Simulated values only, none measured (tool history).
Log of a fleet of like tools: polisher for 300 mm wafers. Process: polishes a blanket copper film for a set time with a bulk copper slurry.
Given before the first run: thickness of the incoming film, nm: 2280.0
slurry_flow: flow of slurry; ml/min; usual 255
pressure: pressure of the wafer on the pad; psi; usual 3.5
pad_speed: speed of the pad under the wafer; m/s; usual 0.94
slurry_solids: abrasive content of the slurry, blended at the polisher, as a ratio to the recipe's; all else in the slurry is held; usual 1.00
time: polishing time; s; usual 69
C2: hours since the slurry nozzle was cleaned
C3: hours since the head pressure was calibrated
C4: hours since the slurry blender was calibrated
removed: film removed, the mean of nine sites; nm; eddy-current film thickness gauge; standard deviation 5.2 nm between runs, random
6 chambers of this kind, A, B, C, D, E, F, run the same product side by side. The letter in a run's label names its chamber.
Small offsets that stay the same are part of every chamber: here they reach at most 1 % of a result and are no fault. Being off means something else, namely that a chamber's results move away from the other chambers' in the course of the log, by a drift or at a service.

At hour 1.0: chamber A: slurry nozzle cleaned.
Run 1B, hour 5.9: usual settings; wafers polished on this pad 406; C2 665.3; C3 612.6; C4 324.7. Result: removed 636.68 nm.
At hour 8.0: chamber D: worn pad replaced by a new one.
Run 2D, hour 10.9: usual settings; wafers polished on this pad 35; C2 13.1; C3 155.6; C4 465.8. Result: removed 641.72 nm.
Run 3C, hour 14.9: usual settings; wafers polished on this pad 238; C2 349.4; C3 221.2; C4 121.5. Result: removed 644.50 nm.
Run 4F, hour 20.0: usual settings; wafers polished on this pad 647; C2 96.3; C3 423.8; C4 160.2. Result: removed 628.82 nm.
Run 5E, hour 24.3: usual settings; wafers polished on this pad 1217; C2 645.0; C3 238.2; C4 34.6. Result: removed 635.17 nm.
At hour 25.4: chamber A: worn pad replaced by a new one.
Run 6A, hour 27.6: usual settings; wafers polished on this pad 26; C2 26.6; C3 485.0; C4 178.8. Result: removed 644.02 nm.
At hour 27.9: chamber C: slurry nozzle cleaned.
Run 7E, hour 30.6: usual settings; wafers polished on this pad 1293; C2 651.3; C3 244.5; C4 40.9. Result: removed 639.30 nm.
At hour 34.6: chamber B: slurry blender recalibrated.
At hour 36.1: chamber B: slurry nozzle cleaned.
Run 8B, hour 36.3: usual settings; wafers polished on this pad 771; C2 0.2; C3 643.0; C4 1.7. Result: removed 639.06 nm.
At hour 40.9: chamber D: slurry blender recalibrated.
Run 9D, hour 40.9: usual settings; wafers polished on this pad 395; C2 43.1; C3 185.6; C4 0.1. Result: removed 632.36 nm.
At hour 41.9: chamber F: worn pad replaced by a new one.
At hour 42.1: chamber A: slurry blender recalibrated.
Run 10C, hour 44.5: usual settings but pressure 3.9 psi, slurry_solids 0.85; wafers polished on this pad 593; C2 16.7; C3 250.8; C4 151.1. Result: removed 690.10 nm.
Run 11F, hour 50.2: usual settings but pressure 3.9 psi, slurry_solids 0.85; wafers polished on this pad 100; C2 126.5; C3 454.0; C4 190.4. Result: removed 680.51 nm.
At hour 50.8: chamber E: worn pad replaced by a new one.
Run 12A, hour 53.9: usual settings but pressure 3.9 psi, slurry_solids 0.85; wafers polished on this pad 342; C2 52.9; C3 511.3; C4 11.9. Result: removed 683.36 nm.
At hour 59.2: chamber C: worn pad replaced by a new one.
Run 13E, hour 60.0: usual settings but pressure 3.9 psi, slurry_solids 0.85; wafers polished on this pad 111; C2 680.7; C3 273.9; C4 70.3. Result: removed 692.08 nm.
Run 14F, hour 64.5: usual settings but pressure 3.9 psi, slurry_solids 0.85; wafers polished on this pad 271; C2 140.8; C3 468.3; C4 204.7. Result: removed 686.88 nm.
At hour 67.9: chamber D: worn pad replaced by a new one.
Run 15B, hour 68.4: usual settings but pressure 3.9 psi, slurry_solids 0.85; wafers polished on this pad 1156; C2 32.3; C3 675.1; C4 33.8. Result: removed 672.24 nm.
At hour 68.8: chamber B: worn pad replaced by a new one.
Run 16A, hour 71.4: usual settings; wafers polished on this pad 551; C2 70.4; C3 528.8; C4 29.4. Result: removed 640.16 nm.
Run 17D, hour 77.0: usual settings; wafers polished on this pad 110; C2 79.2; C3 221.7; C4 36.2. Result: removed 631.70 nm.
Run 18C, hour 81.8: usual settings; wafers polished on this pad 271; C2 54.0; C3 288.1; C4 188.4. Result: removed 628.79 nm.
Run 19B, hour 87.8: usual settings; wafers polished on this pad 228; C2 51.7; C3 694.5; C4 53.2. Result: removed 632.73 nm.
Run 20C, hour 91.8: usual settings but time 59 s; wafers polished on this pad 391; C2 64.0; C3 298.1; C4 198.4. Result: removed 539.37 nm.
Run 21A, hour 94.6: usual settings but time 59 s; wafers polished on this pad 830; C2 93.6; C3 552.0; C4 52.6. Result: removed 550.71 nm.
Run 22D, hour 98.6: usual settings but time 59 s; wafers polished on this pad 369; C2 100.8; C3 243.3; C4 57.8. Result: removed 552.64 nm.
At hour 102.1: chamber F: slurry blender recalibrated.
Run 23F, hour 102.5: usual settings but time 59 s; wafers polished on this pad 727; C2 178.8; C3 506.3; C4 0.5. Result: removed 533.39 nm.
At hour 105.2: chamber E: slurry nozzle cleaned.
Run 24E, hour 106.8: usual settings but time 59 s; wafers polished on this pad 672; C2 1.6; C3 320.7; C4 117.1. Result: removed 546.21 nm.
At hour 111.7: chamber A: worn pad replaced by a new one.
At hour 112.1: chamber F: worn pad replaced by a new one.
Run 25A, hour 112.4: usual settings but time 59 s; wafers polished on this pad 9; C2 111.4; C3 569.8; C4 70.4. Result: removed 541.72 nm.
At hour 115.1: chamber C: worn pad replaced by a new one.
Run 26D, hour 115.1: usual settings; wafers polished on this pad 566; C2 117.3; C3 259.8; C4 74.3. Result: removed 631.63 nm.
Run 27F, hour 119.4: usual settings; wafers polished on this pad 88; C2 195.7; C3 523.2; C4 17.4. Result: removed 636.44 nm.
Run 28E, hour 124.5: usual settings; wafers polished on this pad 884; C2 19.3; C3 338.4; C4 134.8. Result: removed 642.35 nm.
At hour 128.9: chamber D: worn pad replaced by a new one.
Run 29C, hour 130.0: usual settings; wafers polished on this pad 179; C2 102.2; C3 336.3; C4 236.6. Result: removed 632.99 nm.
Run 30B, hour 135.6: usual settings; wafers polished on this pad 801; C2 99.5; C3 742.3; C4 101.0. Result: removed 636.63 nm.
Run 31C, hour 138.7: usual settings; wafers polished on this pad 283; C2 110.9; C3 345.0; C4 245.3. Result: removed 632.73 nm.
At hour 140.0: chamber E: slurry blender recalibrated.
Run 32F, hour 143.8: usual settings; wafers polished on this pad 381; C2 220.1; C3 547.6; C4 41.8. Result: removed 628.80 nm.
At hour 148.5: chamber B: worn pad replaced by a new one.
At hour 149.1: chamber F: head pressure recalibrated.
Run 33D, hour 149.8: usual settings; wafers polished on this pad 250; C2 152.0; C3 294.5; C4 109.0. Result: removed 639.78 nm.
Run 34E, hour 155.0: usual settings but pad_speed 1.14 m/s; wafers polished on this pad 1249; C2 49.8; C3 368.9; C4 15.1. Result: removed 773.50 nm.
Run 35B, hour 159.0: usual settings but pad_speed 1.14 m/s; wafers polished on this pad 126; C2 122.9; C3 765.7; C4 124.4. Result: removed 765.37 nm.
Run 36A, hour 164.3: usual settings but pad_speed 1.14 m/s; wafers polished on this pad 631; C2 163.3; C3 621.7; C4 122.3. Result: removed 775.57 nm.
Run 37A, hour 168.4: usual settings but pad_speed 1.14 m/s; wafers polished on this pad 680; C2 167.4; C3 625.8; C4 126.4. Result: removed 773.46 nm.
Run 38F, hour 171.5: usual settings but pad_speed 1.14 m/s; wafers polished on this pad 713; C2 247.8; C3 22.4; C4 69.5. Result: removed 768.70 nm.
Run 39B, hour 176.4: usual settings but pad_speed 1.14 m/s; wafers polished on this pad 335; C2 140.3; C3 783.1; C4 141.8. Result: removed 765.86 nm.

All 6 chambers run these settings next. Forecast each chamber's results:
Run 40A, hour 180.8: usual settings but slurry_flow 325 ml/min. Result: removed ?.
Run 40B, hour 180.8: usual settings but slurry_flow 325 ml/min. Result: removed ?.
Run 40C, hour 180.8: usual settings but slurry_flow 325 ml/min. Result: removed ?.
Run 40D, hour 180.8: usual settings but slurry_flow 325 ml/min. Result: removed ?.
Run 40E, hour 180.8: usual settings but slurry_flow 325 ml/min. Result: removed ?.
Run 40F, hour 180.8: usual settings but slurry_flow 325 ml/min. Result: removed ?.

run  removed
40A   646.40
40B   631.00
40C   647.47
40D   658.98
40E   648.53
40F   641.30
